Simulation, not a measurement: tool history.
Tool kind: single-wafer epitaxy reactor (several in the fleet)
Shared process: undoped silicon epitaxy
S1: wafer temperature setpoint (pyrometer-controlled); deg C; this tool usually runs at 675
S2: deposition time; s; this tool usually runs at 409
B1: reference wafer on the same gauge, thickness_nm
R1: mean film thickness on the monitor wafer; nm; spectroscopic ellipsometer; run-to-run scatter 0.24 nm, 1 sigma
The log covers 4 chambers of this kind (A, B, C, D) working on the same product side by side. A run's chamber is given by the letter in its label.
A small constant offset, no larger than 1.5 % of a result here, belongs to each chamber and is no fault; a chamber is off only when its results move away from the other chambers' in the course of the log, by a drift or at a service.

run	hour	S1	S2	B1	R1
1A	6.9	675	409	115.93	118.260
2D	12.9	675	409	116.02	116.890
# hour 13.9: chamber A: pyrometer calibrated
3C	19.9	675	409	116.04	115.840
4B	25.7	675	409	116.06	117.310
5D	34.7	675	409	115.99	116.860
6B	43.0	675	409	115.98	117.110
7C	50.7	675	409	115.96	116.420
8A	56.6	675	409	116.00	118.210
9D	64.4	675	409	116.01	116.870
10A	72.5	675	376	115.95	108.390
11C	78.0	675	376	116.03	106.670
12B	87.2	675	376	115.94	108.010
13A	94.3	675	376	115.96	108.630
14C	100.5	675	409	116.00	116.230
15D	108.7	675	409	116.03	116.980
16B	116.0	675	409	115.99	117.740
17A	125.1	675	409	115.98	118.280
18C	132.6	675	409	116.00	116.550
# hour 133.4: chamber B: pyrometer calibrated
# hour 140.4: chamber D: pyrometer calibrated
19B	142.7	675	409	116.06	119.510
20D	148.8	675	409	115.95	117.120
21C	157.4	675	409	115.96	116.110
22D	163.5	675	352	115.98	100.930
23B	171.3	675	352	116.00	103.000
24A	176.6	675	352	115.98	101.970
25C	184.2	675	352	115.99	99.826
26A	193.6	675	409	116.03	118.150
27D	203.0	675	409	116.00	117.470
28B	210.1	675	409	116.04	119.600
29C	215.8	675	463	116.03	131.300
30D	223.7	675	463	116.04	132.960
31B	231.2	675	463	115.97	135.320
32A	237.7	675	463	116.00	134.050
33A	246.4	675	409	115.96	117.880
34B	252.6	675	409	115.96	120.060
35D	257.3	675	409	115.99	117.390
36C	265.6	664	452	116.09	101.820
37D	273.7	664	452	116.04	103.380
38B	278.6	664	452	115.99	104.830
39C	283.7	664	452	115.98	101.880
40A	293.0	675	409	116.01	118.150

The same settings go to every chamber for the next run, one line per chamber below. Forecast the results for each:
41A	300.2	675	409		?
41B	300.2	675	409		?
41C	300.2	675	409		?
41D	300.2	675	409		?

run	R1
41A	117.960
41B	119.690
41C	116.330
41D	117.140
